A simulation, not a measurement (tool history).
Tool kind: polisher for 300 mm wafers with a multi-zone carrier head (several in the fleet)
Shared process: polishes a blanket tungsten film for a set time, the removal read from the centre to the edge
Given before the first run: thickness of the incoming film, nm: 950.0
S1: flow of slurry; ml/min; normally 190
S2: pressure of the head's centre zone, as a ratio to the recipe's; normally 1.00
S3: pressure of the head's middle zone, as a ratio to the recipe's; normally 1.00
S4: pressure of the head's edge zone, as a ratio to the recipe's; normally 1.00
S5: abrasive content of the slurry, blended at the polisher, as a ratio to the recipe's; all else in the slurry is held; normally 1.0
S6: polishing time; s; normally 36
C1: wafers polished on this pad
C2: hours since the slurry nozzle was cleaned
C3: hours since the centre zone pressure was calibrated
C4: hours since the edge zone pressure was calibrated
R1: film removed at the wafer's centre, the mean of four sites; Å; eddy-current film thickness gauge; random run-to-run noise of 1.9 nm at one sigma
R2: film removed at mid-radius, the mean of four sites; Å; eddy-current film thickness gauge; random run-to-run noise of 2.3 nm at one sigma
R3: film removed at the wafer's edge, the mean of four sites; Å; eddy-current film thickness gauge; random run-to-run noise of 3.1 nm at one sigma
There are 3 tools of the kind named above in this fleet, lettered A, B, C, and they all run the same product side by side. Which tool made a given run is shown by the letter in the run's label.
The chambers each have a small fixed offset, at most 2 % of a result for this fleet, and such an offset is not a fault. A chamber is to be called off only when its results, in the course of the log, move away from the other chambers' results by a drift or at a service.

run	hour	S1	S2	S3	S4	S5	S6	C1	C2	C3	C4	R1	R2	R3
1C	5.2	190	1.00	1.00	1.00	1.0	36	390	98.9	272.7	247.5	2519.8	2559.5	2549.9
2B	11.6	190	1.00	1.00	1.00	1.0	36	406	340.6	357.3	699.2	2543.2	2552.0	2544.4
3A	16.7	190	1.00	1.00	1.00	1.0	36	681	141.3	293.1	149.9	2523.7	2471.1	2535.0
4C	22.9	190	1.00	1.00	1.00	1.0	36	601	116.6	290.4	265.2	2526.1	2538.5	2573.5
# hour 24.5: chamber C: worn pad replaced by a new one
5A	30.1	190	1.00	1.05	0.89	1.0	36	841	154.7	306.5	163.3	2541.9	2632.4	2340.2
# hour 34.4: chamber B: slurry nozzle cleaned
6B	37.0	190	1.00	1.05	0.89	1.0	36	709	2.7	382.7	724.6	2515.0	2729.8	2448.7
7C	44.1	190	1.00	1.05	0.89	1.0	36	234	137.8	311.6	286.4	2567.8	2618.1	2498.8
# hour 49.2: chamber B: worn pad replaced by a new one
# hour 50.2: chamber A: worn pad replaced by a new one
8A	50.7	190	1.00	1.00	1.00	1.0	36	6	175.3	327.1	183.9	2507.2	2530.5	2514.3
9B	57.7	190	1.00	1.00	1.00	1.0	36	101	23.4	403.4	745.3	2561.2	2553.5	2621.6
10B	62.3	190	1.00	1.00	1.00	1.0	36	156	28.0	408.0	749.9	2550.4	2558.6	2570.5
11A	65.9	190	1.00	1.00	1.00	1.0	36	187	190.5	342.3	199.1	2548.1	2523.9	2447.3
12C	70.1	190	1.00	1.00	1.00	1.0	36	544	163.8	337.6	312.4	2540.4	2494.2	2528.1
13A	74.1	190	1.00	1.00	1.00	1.0	36	285	198.7	350.5	207.3	2527.4	2525.0	2573.0
14B	78.4	190	1.07	1.00	1.00	1.0	44	348	44.1	424.1	766.0	3312.9	3074.1	3174.5
15C	82.6	190	1.07	1.00	1.00	1.0	44	693	176.3	350.1	324.9	3349.1	3058.1	3194.2
# hour 83.1: chamber C: worn pad replaced by a new one
16B	86.6	190	1.07	1.00	1.00	1.0	44	446	52.3	432.3	774.2	3347.5	3175.9	3114.8
17C	91.7	190	1.00	1.00	1.00	1.0	36	102	185.4	359.2	334.0	2565.0	2475.1	2611.5
18A	98.2	245	1.00	1.00	1.06	1.0	36	572	222.8	374.6	231.4	2615.0	2589.6	2654.1
19A	102.2	245	1.00	1.00	1.06	1.0	36	620	226.8	378.6	235.4	2643.6	2598.9	2704.2
# hour 103.8: chamber A: slurry nozzle cleaned
20B	109.6	245	1.00	1.00	1.06	1.0	36	720	75.3	455.3	797.2	2646.1	2665.4	2736.1
# hour 113.0: chamber C: centre zone pressure recalibrated
21C	115.4	190	1.00	1.00	1.00	1.1	36	385	209.1	2.4	357.7	2490.8	2548.7	2662.8
22A	119.4	190	1.00	1.00	1.00	1.1	36	825	15.6	395.8	252.6	2559.8	2573.5	2605.2
# hour 122.1: chamber B: worn pad replaced by a new one
23B	124.3	190	1.00	1.00	1.00	1.1	36	26	90.0	470.0	811.9	2629.5	2622.7	2640.9
24C	129.9	190	1.00	1.00	1.00	1.0	36	558	223.6	16.9	372.2	2408.9	2457.7	2568.4
# hour 132.8: chamber C: worn pad replaced by a new one
25A	137.0	190	1.00	1.00	1.00	1.0	36	1035	33.2	413.4	270.2	2539.5	2451.4	2502.6
26C	143.3	190	1.00	1.00	1.00	1.0	36	125	237.0	30.3	385.6	2416.5	2498.9	2616.2
27B	148.9	145	1.00	1.00	1.00	1.0	36	319	114.6	494.6	836.5	2403.3	2462.7	2485.5
# hour 151.9: chamber A: worn pad replaced by a new one
28C	154.6	145	1.00	1.00	1.00	1.0	36	260	248.3	41.6	396.9	2306.6	2388.3	2507.5
29A	159.4	145	1.00	1.00	1.00	1.0	36	90	55.6	435.8	292.6	2412.2	2405.3	2449.7
30B	166.5	190	1.00	1.00	1.00	1.0	36	529	132.2	512.2	854.1	2544.0	2593.4	2571.5
31C	171.5	190	1.00	1.00	1.00	1.0	36	462	265.2	58.5	413.8	2437.2	2484.5	2508.6
32A	176.0	190	1.00	1.00	1.00	1.0	36	288	72.2	452.4	309.2	2534.0	2515.8	2555.8
33B	180.0	190	1.00	1.00	1.00	1.0	36	690	145.7	525.7	867.6	2586.9	2518.7	2628.5
# hour 182.1: chamber C: worn pad replaced by a new one
34C	185.6	190	1.00	0.93	1.00	1.0	26	41	279.3	72.6	427.9	1746.9	1702.4	1887.1

Decide between three cases: one chamber stands off from its peers, the gauge reading all wafers drifts, or nothing is wrong past each chamber's small offset. Where a chamber is off, say which and what most likely put it there.

Chamber C has stood off from the others ever since a service on it.
Cause: centre zone's pressure below its setpoint, % = 4.12.

Here are 4 candidates for chamber C's next run, each the usual settings with a change, their results left as question marks. Which one brings its results back in line with what the others give on the usual settings?
A result is in line if it is within this distance of the other chambers' mean on the usual settings: R1 66.0 Å; R2 81.0 Å; R3 110.0 Å
35C-1	190.9	185	0.96	0.99	1.03	1.0	36					?	?	?
35C-2	190.9	200	1.08	1.02	0.95	1.0	36					?	?	?
35C-3	190.9	180	0.92	0.98	1.05	1.0	36					?	?	?
35C-4	190.9	195	1.04	1.01	0.97	1.0	36					?	?	?

What the other chambers average on the usual settings: R1 2537.6 Å; R2 2537.6 Å; R3 2546.6 Å
run	R1	R2	R3
35C-1	2302.9	2485.6	2619.4
35C-2	2656.6	2583.9	2531.5
35C-3	2185.9	2452.2	2638.5
35C-4	2538.2	2551.5	2552.3
35C-4 puts the chamber back in line with the other chambers.
